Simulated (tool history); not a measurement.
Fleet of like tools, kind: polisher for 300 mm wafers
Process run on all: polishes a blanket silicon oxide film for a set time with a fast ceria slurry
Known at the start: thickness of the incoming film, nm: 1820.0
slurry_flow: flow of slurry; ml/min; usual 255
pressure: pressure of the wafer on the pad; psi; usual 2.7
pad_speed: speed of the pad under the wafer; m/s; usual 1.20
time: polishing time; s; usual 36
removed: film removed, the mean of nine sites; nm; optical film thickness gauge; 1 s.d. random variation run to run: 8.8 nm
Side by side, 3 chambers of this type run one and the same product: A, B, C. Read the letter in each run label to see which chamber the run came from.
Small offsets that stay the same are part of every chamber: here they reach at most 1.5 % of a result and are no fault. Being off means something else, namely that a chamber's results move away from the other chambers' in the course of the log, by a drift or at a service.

| run | hour | slurry_flow | pressure | pad_speed | time | removed |
|---|---|---|---|---|---|---|
|  | 5.9 | chamber A: slurry nozzle cleaned |
| 1A | 8.6 | 255 | 2.7 | 1.20 | 36 | 657.86 |
|  | 13.3 | chamber A: worn pad replaced by a new one |
| 2C | 15.8 | 255 | 2.7 | 1.20 | 36 | 674.24 |
| 3B | 23.2 | 255 | 2.7 | 1.20 | 36 | 657.15 |
|  | 24.2 | chamber B: worn pad replaced by a new one |
| 4A | 30.2 | 255 | 2.7 | 1.20 | 36 | 668.20 |
| 5B | 34.5 | 255 | 2.7 | 1.20 | 36 | 660.80 |
| 6C | 39.6 | 255 | 2.7 | 1.20 | 36 | 672.55 |
|  | 43.4 | chamber C: worn pad replaced by a new one |
| 7C | 45.9 | 255 | 2.7 | 1.20 | 36 | 667.67 |
| 8B | 53.4 | 255 | 2.7 | 1.20 | 36 | 648.99 |
|  | 54.9 | chamber A: worn pad replaced by a new one |
| 9A | 57.5 | 315 | 2.7 | 1.20 | 36 | 687.63 |
| 10C | 62.4 | 315 | 2.7 | 1.20 | 36 | 685.93 |
| 11B | 71.7 | 315 | 2.7 | 1.20 | 36 | 681.42 |
| 12A | 75.7 | 255 | 2.7 | 1.20 | 36 | 670.85 |
| 13B | 81.9 | 255 | 2.7 | 1.20 | 36 | 647.17 |
| 14A | 90.0 | 255 | 2.7 | 1.20 | 36 | 666.59 |
|  | 93.2 | chamber A: worn pad replaced by a new one |
| 15C | 95.8 | 255 | 2.7 | 1.20 | 36 | 691.62 |
| 16A | 100.6 | 255 | 2.7 | 1.20 | 36 | 663.37 |
| 17B | 106.1 | 255 | 2.7 | 1.20 | 36 | 650.41 |
| 18C | 111.8 | 255 | 2.7 | 1.20 | 36 | 691.06 |
| 19A | 116.7 | 255 | 2.7 | 1.20 | 36 | 664.67 |
|  | 117.7 | chamber B: worn pad replaced by a new one |
| 20C | 121.2 | 255 | 2.7 | 1.50 | 36 | 837.48 |
| 21B | 127.9 | 255 | 2.7 | 1.50 | 36 | 808.76 |
|  | 129.0 | chamber C: worn pad replaced by a new one |
| 22A | 134.9 | 255 | 2.7 | 1.50 | 36 | 828.90 |
|  | 135.8 | chamber A: worn pad replaced by a new one |
| 23B | 142.8 | 255 | 2.7 | 1.20 | 36 | 657.05 |
| 24C | 148.1 | 255 | 2.0 | 1.20 | 36 | 504.02 |
| 25B | 157.2 | 255 | 2.0 | 1.20 | 36 | 489.69 |
| 26A | 164.2 | 255 | 2.0 | 1.20 | 36 | 507.31 |
| 27C | 168.7 | 255 | 2.7 | 1.20 | 36 | 678.60 |
| 28C | 176.7 | 255 | 2.7 | 1.20 | 36 | 676.25 |
|  | 179.9 | chamber A: worn pad replaced by a new one |
| 29A | 183.8 | 255 | 2.7 | 1.20 | 36 | 653.79 |
| 30B | 188.9 | 255 | 2.7 | 1.20 | 36 | 676.40 |
| 31A | 196.7 | 255 | 2.7 | 1.20 | 36 | 667.13 |
| 32B | 203.4 | 315 | 2.7 | 0.92 | 36 | 530.32 |

Which is it: a chamber that has drifted or been left off by a service, a gauge drift common to all chambers, or only each chamber's usual small offset? If a chamber is off, name it and its likeliest cause.

Nothing is wrong: each chamber keeps only its own small, steady offset and the gauge holds still.
